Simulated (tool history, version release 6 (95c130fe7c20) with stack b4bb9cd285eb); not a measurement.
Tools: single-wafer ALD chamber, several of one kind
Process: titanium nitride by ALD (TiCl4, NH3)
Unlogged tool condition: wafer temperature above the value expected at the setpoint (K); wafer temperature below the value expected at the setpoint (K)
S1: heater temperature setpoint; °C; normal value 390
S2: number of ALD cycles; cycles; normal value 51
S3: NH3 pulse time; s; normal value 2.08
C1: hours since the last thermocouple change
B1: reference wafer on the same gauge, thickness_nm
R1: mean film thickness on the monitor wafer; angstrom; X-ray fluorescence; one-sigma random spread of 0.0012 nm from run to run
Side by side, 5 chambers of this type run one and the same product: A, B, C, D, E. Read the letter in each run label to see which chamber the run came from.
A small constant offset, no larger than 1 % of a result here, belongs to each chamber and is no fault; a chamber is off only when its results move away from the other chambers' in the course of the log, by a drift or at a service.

run	hour	S1	S2	S3	C1	B1	R1
1B	3.6	390	51	2.08	2136.0	0.92967	11.188
2C	8.7	390	51	2.08	1161.3	0.92940	11.175
3D	12.5	390	51	2.08	13.0	0.92961	11.086
4E	16.3	390	51	2.08	202.5	0.92934	11.174
5A	20.9	390	51	2.08	76.2	0.92958	11.212
6A	24.9	390	51	2.08	80.2	0.92926	11.206
7E	29.2	390	51	2.08	215.4	0.92885	11.143
8B	31.5	390	51	2.08	2163.9	0.92896	11.182
9D	35.7	390	51	2.08	36.2	0.92886	11.081
10C	39.1	390	51	2.08	1191.7	0.92866	11.156
11E	44.3	390	51	2.08	230.5	0.92836	11.134
12C	46.8	390	51	2.08	1199.4	0.92824	11.170
13B	50.0	390	51	2.08	2182.4	0.92812	11.164
14A	53.8	390	51	2.08	109.1	0.92806	11.217
15D	57.7	390	51	2.08	58.2	0.92806	11.086
16D	60.6	390	51	2.08	61.1	0.92793	11.075
17A	63.4	390	51	2.08	118.7	0.92790	11.181
18E	65.7	390	51	2.08	251.9	0.92760	11.117
19C	70.2	390	51	2.08	1222.8	0.92751	11.139
20B	74.6	390	51	2.08	2207.0	0.92735	11.157
21D	77.1	390	51	2.08	77.6	0.92725	11.069
22A	81.9	390	51	2.08	137.2	0.92691	11.183
23B	85.7	390	51	2.08	2218.1	0.92685	11.136
24E	88.7	390	51	2.08	274.9	0.92664	11.145
25C	93.9	390	51	2.08	1246.5	0.92672	11.140
26C	97.0	390	51	2.08	1249.6	0.92636	11.107
27D	100.6	390	51	2.08	101.1	0.92625	11.067
28B	103.9	390	51	2.08	2236.3	0.92601	11.150
29A	106.9	390	51	2.08	162.2	0.92603	11.183
30E	109.5	390	51	2.08	295.7	0.92582	11.111
31A	111.8	390	51	2.08	167.1	0.92578	11.175

Next, all 5 chambers run the settings below, one line each with question marks for the results. What does each chamber give?
32A	115.6	390	51	2.08			?
32B	115.6	390	51	2.08			?
32C	115.6	390	51	2.08			?
32D	115.6	390	51	2.08			?
32E	115.6	390	51	2.08			?

run	R1
32A	11.159
32B	11.125
32C	11.119
32D	11.052
32E	11.125
